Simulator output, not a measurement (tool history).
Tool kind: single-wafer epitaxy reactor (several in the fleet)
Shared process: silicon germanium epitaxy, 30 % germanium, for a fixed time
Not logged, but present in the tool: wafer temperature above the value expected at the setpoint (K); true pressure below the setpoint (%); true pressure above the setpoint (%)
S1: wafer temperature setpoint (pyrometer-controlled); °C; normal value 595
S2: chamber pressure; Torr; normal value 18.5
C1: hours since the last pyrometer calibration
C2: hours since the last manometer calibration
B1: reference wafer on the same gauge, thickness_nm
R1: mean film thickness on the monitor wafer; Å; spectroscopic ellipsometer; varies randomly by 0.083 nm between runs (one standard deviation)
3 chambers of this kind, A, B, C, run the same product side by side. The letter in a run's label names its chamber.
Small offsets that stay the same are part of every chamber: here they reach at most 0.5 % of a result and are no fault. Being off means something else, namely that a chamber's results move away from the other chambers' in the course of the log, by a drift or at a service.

run,hour,S1,S2,C1,C2,B1,R1
1B,7.6,595,18.5,1225.4,1142.7,48.096,519.07
2C,13,595,18.5,153.7,815.7,48.078,523.65
3A,19.9,595,18.5,939.7,506.3,48.066,520.28
4A,29.3,595,18.5,949.1,515.7,48.07,520.67
5B,39.9,595,18.5,1257.7,1175,48.051,519.14
6C,45.5,595,18.5,186.2,848.2,48.057,522.59
7C,53.3,595,18.5,194,856,48.019,521.83
8A,61.5,595,18.5,981.3,547.9,48.028,520.56
9B,68.5,595,18.5,1286.3,1203.6,48.023,519.18
10C,75.9,595,18.5,216.6,878.6,48.004,522.66
11A,86.6,595,18.5,1006.4,573,47.988,519.51
12B,95.6,595,18.5,1313.4,1230.7,47.974,517.28
13B,100.9,582,18.5,1318.7,1236,47.964,403.76
14C,111.7,582,18.5,252.4,914.4,47.953,407.03
15A,119.5,582,18.5,1039.3,605.9,47.953,405.69
16C,124.6,595,18.5,265.3,927.3,47.95,521.1
# hour 132.1: chamber B: capacitance manometer re-zeroed and calibrated
17A,133.6,595,18.5,1053.4,620,47.917,519.59
18B,142.5,595,18.5,1360.3,10.4,47.908,517.92
19C,151.1,595,18.5,291.8,953.8,47.909,521.74
20A,159.3,595,18.5,1079.1,645.7,47.901,519.08
21B,168.5,595,18.5,1386.3,36.4,47.887,517.7
22C,174.8,595,18.5,315.5,977.5,47.87,519.5
23B,185.1,600,18.5,1402.9,53,47.854,567.54
24A,190.5,600,18.5,1110.3,676.9,47.873,567.78
25B,200.6,600,18.5,1418.4,68.5,47.849,567.34
26C,210,595,18.5,350.7,1012.7,47.824,520.53
27A,221.1,595,18.5,1140.9,707.5,47.801,518.24
28B,231.3,595,18.5,1449.1,99.2,47.819,517.96
29A,241.9,581,20.8,1161.7,728.3,47.798,416.55

Is one chamber off against the others, does the gauge drift, or is nothing wrong? If a chamber is off, say which, and what the likeliest cause is.

Gauge drift. The chambers move together only on paper, and none stands off.
Cause: gauge reads low (%) = 0.661.

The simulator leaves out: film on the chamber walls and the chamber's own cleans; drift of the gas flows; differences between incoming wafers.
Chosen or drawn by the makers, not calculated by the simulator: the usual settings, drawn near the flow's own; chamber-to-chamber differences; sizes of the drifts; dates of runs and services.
